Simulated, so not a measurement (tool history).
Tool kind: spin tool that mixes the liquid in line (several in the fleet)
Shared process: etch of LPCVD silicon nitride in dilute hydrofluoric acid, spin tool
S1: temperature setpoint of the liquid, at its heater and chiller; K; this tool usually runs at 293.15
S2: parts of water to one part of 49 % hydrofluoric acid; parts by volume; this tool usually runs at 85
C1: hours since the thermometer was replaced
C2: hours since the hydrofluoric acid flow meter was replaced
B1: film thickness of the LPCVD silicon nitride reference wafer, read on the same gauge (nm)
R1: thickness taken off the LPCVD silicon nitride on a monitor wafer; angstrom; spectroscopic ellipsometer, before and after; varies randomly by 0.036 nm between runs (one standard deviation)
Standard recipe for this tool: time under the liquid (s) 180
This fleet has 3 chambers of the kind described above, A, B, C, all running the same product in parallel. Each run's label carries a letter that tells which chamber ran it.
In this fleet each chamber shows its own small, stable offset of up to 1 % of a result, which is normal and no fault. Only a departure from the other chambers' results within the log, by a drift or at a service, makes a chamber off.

{"run": "1C", "hour": 9.9, "S1": 293.15, "S2": 85, "time under the liquid (s)": 180, "C1": 1476.8, "C2": 1411.0, "B1": 30.003, "R1": 7.3018}
{"run": "2B", "hour": 20.9, "S1": 293.15, "S2": 85, "time under the liquid (s)": 180, "C1": 435.5, "C2": 590.2, "B1": 30.007, "R1": 8.28}
{"run": "3A", "hour": 28.4, "S1": 293.15, "S2": 85, "time under the liquid (s)": 180, "C1": 1397.5, "C2": 596.7, "B1": 30.017, "R1": 7.8187}
{"run": "4B", "hour": 37.8, "S1": 293.15, "S2": 85, "time under the liquid (s)": 180, "C1": 452.4, "C2": 607.1, "B1": 30.01, "R1": 7.9073}
{"run": "5C", "hour": 49.4, "S1": 293.15, "S2": 115, "time under the liquid (s)": 180, "C1": 1516.3, "C2": 1450.5, "B1": 30.041, "R1": 6.1614}
{"run": "6A", "hour": 58.4, "S1": 293.15, "S2": 115, "time under the liquid (s)": 180, "C1": 1427.5, "C2": 626.7, "B1": 30.017, "R1": 5.5042}
{"hour": 68.4, "done": "chamber B: hydrofluoric acid flow meter replaced"}
{"run": "7C", "hour": 70.6, "S1": 293.15, "S2": 115, "time under the liquid (s)": 180, "C1": 1537.5, "C2": 1471.7, "B1": 30.0, "R1": 5.4849}
{"run": "8B", "hour": 80.7, "S1": 293.15, "S2": 85, "time under the liquid (s)": 180, "C1": 495.3, "C2": 12.3, "B1": 29.985, "R1": 7.258}
{"hour": 88.2, "done": "chamber A: hydrofluoric acid flow meter replaced"}
{"run": "9A", "hour": 90.8, "S1": 293.15, "S2": 85, "time under the liquid (s)": 180, "C1": 1459.9, "C2": 2.7, "B1": 30.004, "R1": 8.0043}
{"run": "10C", "hour": 101.2, "S1": 293.15, "S2": 85, "time under the liquid (s)": 180, "C1": 1568.1, "C2": 1502.3, "B1": 29.997, "R1": 7.8416}
{"run": "11A", "hour": 112.0, "S1": 293.15, "S2": 85, "time under the liquid (s)": 180, "C1": 1481.1, "C2": 23.9, "B1": 30.025, "R1": 8.0099}
{"run": "12B", "hour": 118.9, "S1": 293.15, "S2": 85, "time under the liquid (s)": 180, "C1": 533.5, "C2": 50.5, "B1": 30.002, "R1": 7.3606}
{"run": "13A", "hour": 127.0, "S1": 293.15, "S2": 85, "time under the liquid (s)": 180, "C1": 1496.1, "C2": 38.9, "B1": 30.013, "R1": 7.8696}
{"run": "14C", "hour": 134.2, "S1": 293.15, "S2": 55, "time under the liquid (s)": 180, "C1": 1601.1, "C2": 1535.3, "B1": 30.026, "R1": 11.898}
{"run": "15B", "hour": 142.1, "S1": 293.15, "S2": 55, "time under the liquid (s)": 180, "C1": 556.7, "C2": 73.7, "B1": 29.979, "R1": 11.797}
{"run": "16A", "hour": 154.4, "S1": 293.15, "S2": 55, "time under the liquid (s)": 180, "C1": 1523.5, "C2": 66.3, "B1": 29.999, "R1": 11.881}
{"run": "17B", "hour": 161.4, "S1": 293.15, "S2": 85, "time under the liquid (s)": 180, "C1": 576.0, "C2": 93.0, "B1": 30.036, "R1": 7.436}
{"run": "18C", "hour": 175.1, "S1": 293.15, "S2": 85, "time under the liquid (s)": 180, "C1": 1642.0, "C2": 1576.2, "B1": 29.97, "R1": 7.582}
{"run": "19C", "hour": 188.2, "S1": 293.15, "S2": 85, "time under the liquid (s)": 180, "C1": 1655.1, "C2": 1589.3, "B1": 30.007, "R1": 7.6552}
{"run": "20A", "hour": 195.9, "S1": 293.15, "S2": 85, "time under the liquid (s)": 180, "C1": 1565.0, "C2": 107.8, "B1": 30.02, "R1": 7.257}
{"run": "21B", "hour": 210.0, "S1": 293.15, "S2": 85, "time under the liquid (s)": 180, "C1": 624.6, "C2": 141.6, "B1": 29.979, "R1": 8.2616}
{"run": "22C", "hour": 219.1, "S1": 293.15, "S2": 85, "time under the liquid (s)": 180, "C1": 1686.0, "C2": 1620.2, "B1": 29.967, "R1": 7.5377}
{"hour": 230.7, "done": "chamber C: thermometer replaced"}
{"run": "23A", "hour": 231.0, "S1": 297.15, "S2": 85, "time under the liquid (s)": 140, "C1": 1600.1, "C2": 142.9, "B1": 29.978, "R1": 7.3805}
{"run": "24B", "hour": 241.7, "S1": 297.15, "S2": 85, "time under the liquid (s)": 140, "C1": 656.3, "C2": 173.3, "B1": 30.014, "R1": 7.8126}
{"run": "25C", "hour": 250.5, "S1": 297.15, "S2": 85, "time under the liquid (s)": 140, "C1": 19.9, "C2": 1651.6, "B1": 29.99, "R1": 7.378}
{"run": "26B", "hour": 257.9, "S1": 293.15, "S2": 85, "time under the liquid (s)": 180, "C1": 672.5, "C2": 189.5, "B1": 30.025, "R1": 7.3014}
{"run": "27A", "hour": 268.0, "S1": 293.15, "S2": 85, "time under the liquid (s)": 180, "C1": 1637.1, "C2": 179.9, "B1": 29.998, "R1": 7.4087}
{"run": "28B", "hour": 282.6, "S1": 293.15, "S2": 85, "time under the liquid (s)": 180, "C1": 697.2, "C2": 214.2, "B1": 29.981, "R1": 7.8695}
{"run": "29C", "hour": 290.4, "S1": 293.15, "S2": 85, "time under the liquid (s)": 180, "C1": 59.8, "C2": 1691.5, "B1": 30.021, "R1": 7.7259}
{"run": "30A", "hour": 299.7, "S1": 293.15, "S2": 85, "time under the liquid (s)": 180, "C1": 1668.8, "C2": 211.6, "B1": 29.992, "R1": 7.8837}
{"run": "31C", "hour": 313.3, "S1": 293.15, "S2": 85, "time under the liquid (s)": 180, "C1": 82.7, "C2": 1714.4, "B1": 30.038, "R1": 7.4355}
{"run": "32B", "hour": 327.0, "S1": 293.15, "S2": 85, "time under the liquid (s)": 180, "C1": 741.6, "C2": 258.6, "B1": 30.022, "R1": 7.6226}
{"run": "33A", "hour": 338.9, "S1": 293.15, "S2": 85, "time under the liquid (s)": 180, "C1": 1708.0, "C2": 250.8, "B1": 29.989, "R1": 7.4761}
{"run": "34A", "hour": 346.1, "S1": 293.15, "S2": 85, "time under the liquid (s)": 180, "C1": 1715.2, "C2": 258.0, "B1": 29.979, "R1": 7.3713}
{"run": "35C", "hour": 355.5, "S1": 293.15, "S2": 85, "time under the liquid (s)": 180, "C1": 124.9, "C2": 1756.6, "B1": 30.044, "R1": 7.4193}
{"run": "36B", "hour": 365.6, "S1": 293.15, "S2": 85, "time under the liquid (s)": 180, "C1": 780.2, "C2": 297.2, "B1": 30.008, "R1": 7.3002}
{"run": "37B", "hour": 375.3, "S1": 293.15, "S2": 85, "time under the liquid (s)": 180, "C1": 789.9, "C2": 306.9, "B1": 29.983, "R1": 7.9813}

Does one chamber stand apart from the rest, does the shared gauge drift, or is all well apart from small per-chamber offsets? Give the chamber and the most likely cause, where there is one.

No chamber stands off beyond its own small offset, and the gauge holds steady.

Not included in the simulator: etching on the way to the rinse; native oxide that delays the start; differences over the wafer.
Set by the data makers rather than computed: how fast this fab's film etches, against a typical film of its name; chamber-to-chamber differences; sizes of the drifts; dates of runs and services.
